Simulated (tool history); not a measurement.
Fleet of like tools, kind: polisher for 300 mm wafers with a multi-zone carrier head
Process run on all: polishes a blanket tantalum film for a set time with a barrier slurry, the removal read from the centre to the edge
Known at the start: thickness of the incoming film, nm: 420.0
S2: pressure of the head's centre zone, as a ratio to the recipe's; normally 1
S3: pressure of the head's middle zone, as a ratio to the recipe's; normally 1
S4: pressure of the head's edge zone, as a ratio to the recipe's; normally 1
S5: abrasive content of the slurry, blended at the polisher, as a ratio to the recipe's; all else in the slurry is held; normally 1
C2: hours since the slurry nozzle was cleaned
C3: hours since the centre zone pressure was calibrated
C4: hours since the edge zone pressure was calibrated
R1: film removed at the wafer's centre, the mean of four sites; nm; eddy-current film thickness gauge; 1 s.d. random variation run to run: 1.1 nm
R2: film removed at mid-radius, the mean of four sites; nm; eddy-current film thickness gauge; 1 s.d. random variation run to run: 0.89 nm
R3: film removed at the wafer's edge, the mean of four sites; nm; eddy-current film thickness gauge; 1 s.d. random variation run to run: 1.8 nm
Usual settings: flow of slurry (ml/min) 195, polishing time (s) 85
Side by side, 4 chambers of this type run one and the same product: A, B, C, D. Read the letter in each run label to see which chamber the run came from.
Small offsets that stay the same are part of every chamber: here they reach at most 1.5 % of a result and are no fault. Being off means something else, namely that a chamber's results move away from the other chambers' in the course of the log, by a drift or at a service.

{"run": "1A", "day": 0.304, "flow of slurry (ml/min)": 195, "S2": 1, "S3": 1, "S4": 1, "S5": 1, "polishing time (s)": 85, "wafers polished on this pad": 852, "C2": 208.7, "C3": 131.7, "C4": 646.8, "R1": 124.24, "R2": 126.45, "R3": 125.04}
{"day": 0.579, "done": "chamber D: worn pad replaced by a new one"}
{"run": "2D", "day": 0.671, "flow of slurry (ml/min)": 195, "S2": 1, "S3": 1, "S4": 1, "S5": 1, "polishing time (s)": 85, "wafers polished on this pad": 26, "C2": 16.6, "C3": 27.9, "C4": 239.8, "R1": 124.23, "R2": 123.57, "R3": 125.68}
{"day": 0.971, "done": "chamber A: worn pad replaced by a new one"}
{"run": "3B", "day": 1.1, "flow of slurry (ml/min)": 195, "S2": 1, "S3": 1, "S4": 1, "S5": 1, "polishing time (s)": 85, "wafers polished on this pad": 829, "C2": 447.7, "C3": 326.6, "C4": 716.5, "R1": 124.68, "R2": 124.62, "R3": 127.29}
{"run": "4C", "day": 1.379, "flow of slurry (ml/min)": 195, "S2": 1, "S3": 1, "S4": 1, "S5": 1, "polishing time (s)": 85, "wafers polished on this pad": 702, "C2": 743.7, "C3": 424.7, "C4": 622.4, "R1": 123.99, "R2": 125.05, "R3": 121.68}
{"run": "5D", "day": 1.712, "flow of slurry (ml/min)": 195, "S2": 1, "S3": 1, "S4": 1, "S5": 1, "polishing time (s)": 85, "wafers polished on this pad": 327, "C2": 41.6, "C3": 52.9, "C4": 264.8, "R1": 123.09, "R2": 124.14, "R3": 122.85}
{"run": "6A", "day": 1.921, "flow of slurry (ml/min)": 195, "S2": 1, "S3": 1, "S4": 1, "S5": 1, "polishing time (s)": 85, "wafers polished on this pad": 274, "C2": 247.5, "C3": 170.5, "C4": 685.6, "R1": 124.39, "R2": 125.25, "R3": 122.18}
{"day": 2.183, "done": "chamber C: worn pad replaced by a new one"}
{"run": "7B", "day": 2.329, "flow of slurry (ml/min)": 195, "S2": 1, "S3": 1, "S4": 1, "S5": 1, "polishing time (s)": 85, "wafers polished on this pad": 1184, "C2": 477.2, "C3": 356.1, "C4": 746, "R1": 124.29, "R2": 124.62, "R3": 126.93}
{"day": 2.371, "done": "chamber B: worn pad replaced by a new one"}
{"run": "8C", "day": 2.583, "flow of slurry (ml/min)": 195, "S2": 1, "S3": 1, "S4": 1, "S5": 1, "polishing time (s)": 85, "wafers polished on this pad": 116, "C2": 772.6, "C3": 453.6, "C4": 651.3, "R1": 124.34, "R2": 123.4, "R3": 119.9}
{"day": 2.621, "done": "chamber D: worn pad replaced by a new one"}
{"run": "9D", "day": 2.883, "flow of slurry (ml/min)": 195, "S2": 1, "S3": 1, "S4": 1, "S5": 1, "polishing time (s)": 85, "wafers polished on this pad": 75, "C2": 69.7, "C3": 81, "C4": 292.9, "R1": 125.4, "R2": 123.36, "R3": 125.86}
{"run": "10B", "day": 3.117, "flow of slurry (ml/min)": 195, "S2": 1, "S3": 1, "S4": 1, "S5": 1, "polishing time (s)": 85, "wafers polished on this pad": 215, "C2": 496.1, "C3": 375, "C4": 764.9, "R1": 124.2, "R2": 125.24, "R3": 121.78}
{"day": 3.2, "done": "chamber B: centre zone pressure recalibrated"}
{"day": 3.283, "done": "chamber B: edge zone pressure recalibrated"}
{"run": "11C", "day": 3.5, "flow of slurry (ml/min)": 195, "S2": 1, "S3": 1, "S4": 1, "S5": 1, "polishing time (s)": 85, "wafers polished on this pad": 380, "C2": 794.6, "C3": 475.6, "C4": 673.3, "R1": 125.2, "R2": 123.15, "R3": 123.01}
{"run": "12A", "day": 3.933, "flow of slurry (ml/min)": 195, "S2": 1, "S3": 1, "S4": 1, "S5": 1, "polishing time (s)": 85, "wafers polished on this pad": 856, "C2": 295.8, "C3": 218.8, "C4": 733.9, "R1": 122.02, "R2": 123.7, "R3": 122.02}
{"day": 4.233, "done": "chamber A: slurry nozzle cleaned"}
{"run": "13B", "day": 4.233, "flow of slurry (ml/min)": 195, "S2": 1, "S3": 1, "S4": 1, "S5": 1, "polishing time (s)": 85, "wafers polished on this pad": 538, "C2": 522.9, "C3": 24.9, "C4": 22.9, "R1": 111.05, "R2": 122.67, "R3": 124.83}
{"day": 4.446, "done": "chamber A: worn pad replaced by a new one"}
{"run": "14C", "day": 4.45, "flow of slurry (ml/min)": 195, "S2": 1, "S3": 1, "S4": 1, "S5": 1, "polishing time (s)": 85, "wafers polished on this pad": 655, "C2": 817.4, "C3": 498.4, "C4": 696.1, "R1": 123.81, "R2": 125.65, "R3": 123.06}
{"run": "15D", "day": 4.717, "flow of slurry (ml/min)": 195, "S2": 1, "S3": 1, "S4": 1, "S5": 1, "polishing time (s)": 85, "wafers polished on this pad": 605, "C2": 113.7, "C3": 125, "C4": 336.9, "R1": 122.86, "R2": 122.73, "R3": 126.09}
{"day": 4.725, "done": "chamber D: worn pad replaced by a new one"}
{"day": 4.867, "done": "chamber C: worn pad replaced by a new one"}
{"run": "16A", "day": 5.042, "flow of slurry (ml/min)": 195, "S2": 1, "S3": 1.08, "S4": 1, "S5": 1, "polishing time (s)": 85, "wafers polished on this pad": 173, "C2": 19.5, "C3": 245.4, "C4": 760.5, "R1": 125.18, "R2": 132.48, "R3": 123.36}
{"run": "17A", "day": 5.358, "flow of slurry (ml/min)": 195, "S2": 1, "S3": 1.08, "S4": 1, "S5": 1, "polishing time (s)": 85, "wafers polished on this pad": 264, "C2": 27.1, "C3": 253, "C4": 768.1, "R1": 125.49, "R2": 132.64, "R3": 125.59}
{"day": 5.388, "done": "chamber C: slurry nozzle cleaned"}
{"run": "18B", "day": 5.771, "flow of slurry (ml/min)": 195, "S2": 1, "S3": 1.08, "S4": 1, "S5": 1, "polishing time (s)": 85, "wafers polished on this pad": 982, "C2": 559.8, "C3": 61.8, "C4": 59.8, "R1": 110.95, "R2": 133.16, "R3": 124.09}
{"run": "19C", "day": 6.012, "flow of slurry (ml/min)": 195, "S2": 1, "S3": 1.08, "S4": 1, "S5": 1, "polishing time (s)": 85, "wafers polished on this pad": 332, "C2": 15.1, "C3": 535.9, "C4": 733.6, "R1": 124.24, "R2": 134.25, "R3": 120.4}
{"day": 6.158, "done": "chamber A: edge zone pressure recalibrated"}
{"day": 6.196, "done": "chamber B: worn pad replaced by a new one"}
{"run": "20D", "day": 6.375, "flow of slurry (ml/min)": 195, "S2": 1, "S3": 1, "S4": 1, "S5": 1, "polishing time (s)": 85, "wafers polished on this pad": 477, "C2": 153.5, "C3": 164.8, "C4": 376.7, "R1": 124.61, "R2": 123.51, "R3": 123.69}
{"run": "21A", "day": 6.646, "flow of slurry (ml/min)": 195, "S2": 1, "S3": 1, "S4": 1.04, "S5": 1, "polishing time (s)": 73, "wafers polished on this pad": 636, "C2": 58, "C3": 283.9, "C4": 11.8, "R1": 105.85, "R2": 107.01, "R3": 109.61}
{"run": "22D", "day": 6.954, "flow of slurry (ml/min)": 195, "S2": 1, "S3": 1, "S4": 1.04, "S5": 1, "polishing time (s)": 73, "wafers polished on this pad": 645, "C2": 167.4, "C3": 178.7, "C4": 390.6, "R1": 106, "R2": 104.79, "R3": 111.91}
{"run": "23C", "day": 7.192, "flow of slurry (ml/min)": 195, "S2": 1, "S3": 1, "S4": 1.04, "S5": 1, "polishing time (s)": 73, "wafers polished on this pad": 673, "C2": 43.4, "C3": 564.2, "C4": 761.9, "R1": 104.8, "R2": 108.02, "R3": 107.69}
{"day": 7.388, "done": "chamber D: worn pad replaced by a new one"}
{"day": 7.55, "done": "chamber A: worn pad replaced by a new one"}
{"run": "24B", "day": 7.604, "flow of slurry (ml/min)": 195, "S2": 1, "S3": 1, "S4": 1.04, "S5": 1, "polishing time (s)": 73, "wafers polished on this pad": 407, "C2": 603.8, "C3": 105.8, "C4": 103.8, "R1": 94.866, "R2": 106.54, "R3": 108.08}
{"run": "25A", "day": 7.954, "flow of slurry (ml/min)": 195, "S2": 1, "S3": 1, "S4": 1, "S5": 1, "polishing time (s)": 85, "wafers polished on this pad": 117, "C2": 89.4, "C3": 315.3, "C4": 43.2, "R1": 124.42, "R2": 122.75, "R3": 126.47}
{"day": 8.038, "done": "chamber C: worn pad replaced by a new one"}
{"run": "26B", "day": 8.308, "flow of slurry (ml/min)": 195, "S2": 1.06, "S3": 1, "S4": 1.1, "S5": 1, "polishing time (s)": 85, "wafers polished on this pad": 611, "C2": 620.7, "C3": 122.7, "C4": 120.7, "R1": 118.29, "R2": 125.25, "R3": 131.56}
{"run": "27C", "day": 8.612, "flow of slurry (ml/min)": 195, "S2": 1.06, "S3": 1, "S4": 1.1, "S5": 1, "polishing time (s)": 85, "wafers polished on this pad": 166, "C2": 77.5, "C3": 598.3, "C4": 796, "R1": 134.43, "R2": 124.43, "R3": 127.59}
{"run": "28D", "day": 8.817, "flow of slurry (ml/min)": 195, "S2": 1.06, "S3": 1, "S4": 1.1, "S5": 1, "polishing time (s)": 85, "wafers polished on this pad": 413, "C2": 212.1, "C3": 223.4, "C4": 435.3, "R1": 131.93, "R2": 123.73, "R3": 132.17}
{"run": "29C", "day": 9.029, "flow of slurry (ml/min)": 195, "S2": 1.06, "S3": 1, "S4": 1.1, "S5": 1, "polishing time (s)": 85, "wafers polished on this pad": 287, "C2": 87.5, "C3": 608.3, "C4": 806, "R1": 131.13, "R2": 122.64, "R3": 130.99}
{"run": "30B", "day": 9.392, "flow of slurry (ml/min)": 195, "S2": 1, "S3": 1, "S4": 1, "S5": 1, "polishing time (s)": 85, "wafers polished on this pad": 924, "C2": 646.7, "C3": 148.7, "C4": 146.7, "R1": 110.15, "R2": 125.02, "R3": 123.78}
{"day": 9.546, "done": "chamber D: edge zone pressure recalibrated"}
{"run": "31D", "day": 9.746, "flow of slurry (ml/min)": 195, "S2": 1, "S3": 1, "S4": 1.12, "S5": 1, "polishing time (s)": 85, "wafers polished on this pad": 681, "C2": 234.4, "C3": 245.7, "C4": 4.9, "R1": 124.3, "R2": 123.11, "R3": 130.29}
{"day": 9.796, "done": "chamber A: centre zone pressure recalibrated"}
{"day": 10.054, "done": "chamber D: worn pad replaced by a new one"}
{"run": "32A", "day": 10.104, "flow of slurry (ml/min)": 195, "S2": 1, "S3": 1, "S4": 1.12, "S5": 1, "polishing time (s)": 85, "wafers polished on this pad": 739, "C2": 141, "C3": 7.5, "C4": 94.8, "R1": 121.87, "R2": 125.52, "R3": 132.97}
{"run": "33A", "day": 10.367, "flow of slurry (ml/min)": 195, "S2": 1, "S3": 1, "S4": 1.12, "S5": 1, "polishing time (s)": 85, "wafers polished on this pad": 815, "C2": 147.3, "C3": 13.8, "C4": 101.1, "R1": 123.79, "R2": 123.59, "R3": 129.53}
{"run": "34D", "day": 10.592, "flow of slurry (ml/min)": 195, "S2": 1, "S3": 1, "S4": 1.12, "S5": 1, "polishing time (s)": 85, "wafers polished on this pad": 155, "C2": 254.7, "C3": 266, "C4": 25.2, "R1": 122.87, "R2": 123.44, "R3": 135.01}

For the next run the whole fleet of 4 chambers uses the same settings. Give each chamber's results:
{"run": "35A", "day": 10.908, "flow of slurry (ml/min)": 195, "S2": 1, "S3": 1, "S4": 1, "S5": 1, "polishing time (s)": 113, "R1": "?", "R2": "?", "R3": "?"}
{"run": "35B", "day": 10.908, "flow of slurry (ml/min)": 195, "S2": 1, "S3": 1, "S4": 1, "S5": 1, "polishing time (s)": 113, "R1": "?", "R2": "?", "R3": "?"}
{"run": "35C", "day": 10.908, "flow of slurry (ml/min)": 195, "S2": 1, "S3": 1, "S4": 1, "S5": 1, "polishing time (s)": 113, "R1": "?", "R2": "?", "R3": "?"}
{"run": "35D", "day": 10.908, "flow of slurry (ml/min)": 195, "S2": 1, "S3": 1, "S4": 1, "S5": 1, "polishing time (s)": 113, "R1": "?", "R2": "?", "R3": "?"}

run=35A R1=169.46 R2=166.1 R3=170.46
run=35B R1=143.72 R2=163.81 R3=166.32
run=35C R1=166.91 R2=166.81 R3=166.73
run=35D R1=164.92 R2=164.94 R3=164.26
